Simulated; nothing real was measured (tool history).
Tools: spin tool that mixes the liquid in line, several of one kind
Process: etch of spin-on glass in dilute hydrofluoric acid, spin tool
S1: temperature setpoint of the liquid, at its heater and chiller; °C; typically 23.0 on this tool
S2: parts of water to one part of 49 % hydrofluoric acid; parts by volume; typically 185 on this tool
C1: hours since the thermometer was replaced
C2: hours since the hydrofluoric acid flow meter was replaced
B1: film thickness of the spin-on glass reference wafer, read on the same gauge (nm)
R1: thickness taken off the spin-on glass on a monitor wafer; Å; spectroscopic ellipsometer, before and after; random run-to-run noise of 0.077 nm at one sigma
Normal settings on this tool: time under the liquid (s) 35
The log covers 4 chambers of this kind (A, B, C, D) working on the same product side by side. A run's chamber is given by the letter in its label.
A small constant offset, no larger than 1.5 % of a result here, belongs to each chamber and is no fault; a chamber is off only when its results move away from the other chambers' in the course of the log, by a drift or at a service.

run 1C hour=5.8 | S1=23.0 S2=185 time_under_the_liquid_(s)=35 | C1=887.1 C2=1138.3 | B1=69.982 | R1=104.230
run 2D hour=18.4 | S1=23.0 S2=185 time_under_the_liquid_(s)=35 | C1=204.3 C2=34.0 | B1=70.058 | R1=103.100
run 3A hour=29.0 | S1=23.0 S2=185 time_under_the_liquid_(s)=35 | C1=515.0 C2=905.9 | B1=69.972 | R1=105.100
run 4B hour=37.7 | S1=23.0 S2=185 time_under_the_liquid_(s)=35 | C1=1708.7 C2=2058.0 | B1=70.042 | R1=104.500
run 5A hour=49.7 | S1=23.0 S2=130 time_under_the_liquid_(s)=35 | C1=535.7 C2=926.6 | B1=70.022 | R1=153.960
run 6D hour=57.2 | S1=23.0 S2=130 time_under_the_liquid_(s)=35 | C1=243.1 C2=72.8 | B1=69.996 | R1=151.760
run 7C hour=63.3 | S1=23.0 S2=130 time_under_the_liquid_(s)=35 | C1=944.6 C2=1195.8 | B1=69.988 | R1=156.000
run 8B hour=70.2 | S1=23.0 S2=130 time_under_the_liquid_(s)=35 | C1=1741.2 C2=2090.5 | B1=70.004 | R1=157.000
run 9C hour=77.6 | S1=23.0 S2=185 time_under_the_liquid_(s)=35 | C1=958.9 C2=1210.1 | B1=69.986 | R1=103.220
run 10D hour=89.9 | S1=23.0 S2=185 time_under_the_liquid_(s)=35 | C1=275.8 C2=105.5 | B1=70.016 | R1=101.710
run 11A hour=100.8 | S1=23.0 S2=185 time_under_the_liquid_(s)=35 | C1=586.8 C2=977.7 | B1=70.025 | R1=105.300
run 12B hour=107.5 | S1=23.0 S2=185 time_under_the_liquid_(s)=35 | C1=1778.5 C2=2127.8 | B1=70.003 | R1=103.430
run 13C hour=114.2 | S1=20.5 S2=185 time_under_the_liquid_(s)=35 | C1=995.5 C2=1246.7 | B1=69.988 | R1=94.410
run 14B hour=122.3 | S1=20.5 S2=185 time_under_the_liquid_(s)=35 | C1=1793.3 C2=2142.6 | B1=69.999 | R1=95.232
run 15D hour=129.6 | S1=20.5 S2=185 time_under_the_liquid_(s)=35 | C1=315.5 C2=145.2 | B1=69.999 | R1=92.242
run 16A hour=135.4 | S1=20.5 S2=185 time_under_the_liquid_(s)=35 | C1=621.4 C2=1012.3 | B1=69.986 | R1=94.204
run 17D hour=142.5 | S1=23.0 S2=185 time_under_the_liquid_(s)=35 | C1=328.4 C2=158.1 | B1=69.967 | R1=100.390
run 18B hour=152.2 | S1=23.0 S2=185 time_under_the_liquid_(s)=35 | C1=1823.2 C2=2172.5 | B1=69.978 | R1=105.070
run 19A hour=164.6 | S1=23.0 S2=185 time_under_the_liquid_(s)=25 | C1=650.6 C2=1041.5 | B1=69.984 | R1=74.589
run 20C hour=170.7 | S1=23.0 S2=185 time_under_the_liquid_(s)=25 | C1=1052.0 C2=1303.2 | B1=70.013 | R1=74.247
-- hour=174.5 chamber A: thermometer replaced
run 21A hour=179.3 | S1=23.0 S2=185 time_under_the_liquid_(s)=25 | C1=4.8 C2=1056.2 | B1=69.977 | R1=74.419
run 22D hour=191.1 | S1=23.0 S2=185 time_under_the_liquid_(s)=25 | C1=377.0 C2=206.7 | B1=69.968 | R1=71.413
run 23C hour=197.2 | S1=23.0 S2=185 time_under_the_liquid_(s)=35 | C1=1078.5 C2=1329.7 | B1=70.029 | R1=101.820
run 24B hour=206.4 | S1=23.0 S2=185 time_under_the_liquid_(s)=35 | C1=1877.4 C2=2226.7 | B1=70.014 | R1=104.720
run 25A hour=215.9 | S1=23.0 S2=185 time_under_the_liquid_(s)=35 | C1=41.4 C2=1092.8 | B1=69.974 | R1=102.670
run 26D hour=228.2 | S1=23.0 S2=185 time_under_the_liquid_(s)=35 | C1=414.1 C2=243.8 | B1=70.014 | R1=96.954
run 27B hour=236.4 | S1=23.0 S2=185 time_under_the_liquid_(s)=35 | C1=1907.4 C2=2256.7 | B1=70.012 | R1=104.180
run 28C hour=248.4 | S1=23.0 S2=185 time_under_the_liquid_(s)=35 | C1=1129.7 C2=1380.9 | B1=69.966 | R1=102.610
run 29D hour=257.5 | S1=23.0 S2=120 time_under_the_liquid_(s)=25 | C1=443.4 C2=273.1 | B1=69.996 | R1=114.580
run 30C hour=268.8 | S1=23.0 S2=120 time_under_the_liquid_(s)=25 | C1=1150.1 C2=1401.3 | B1=70.023 | R1=121.120
run 31A hour=278.2 | S1=23.0 S2=120 time_under_the_liquid_(s)=25 | C1=103.7 C2=1155.1 | B1=70.041 | R1=122.280
run 32B hour=285.2 | S1=23.0 S2=120 time_under_the_liquid_(s)=25 | C1=1956.2 C2=2305.5 | B1=69.971 | R1=122.690

Next, all 4 chambers run the settings below, one line each with question marks for the results. What does each chamber give?
run 33A hour=294.4 | S1=23.0 S2=185 time_under_the_liquid_(s)=35 | R1=?
run 33B hour=294.4 | S1=23.0 S2=185 time_under_the_liquid_(s)=35 | R1=?
run 33C hour=294.4 | S1=23.0 S2=185 time_under_the_liquid_(s)=35 | R1=?
run 33D hour=294.4 | S1=23.0 S2=185 time_under_the_liquid_(s)=35 | R1=?

run=33A R1=103.400
run=33B R1=104.630
run=33C R1=102.990
run=33D R1=95.867
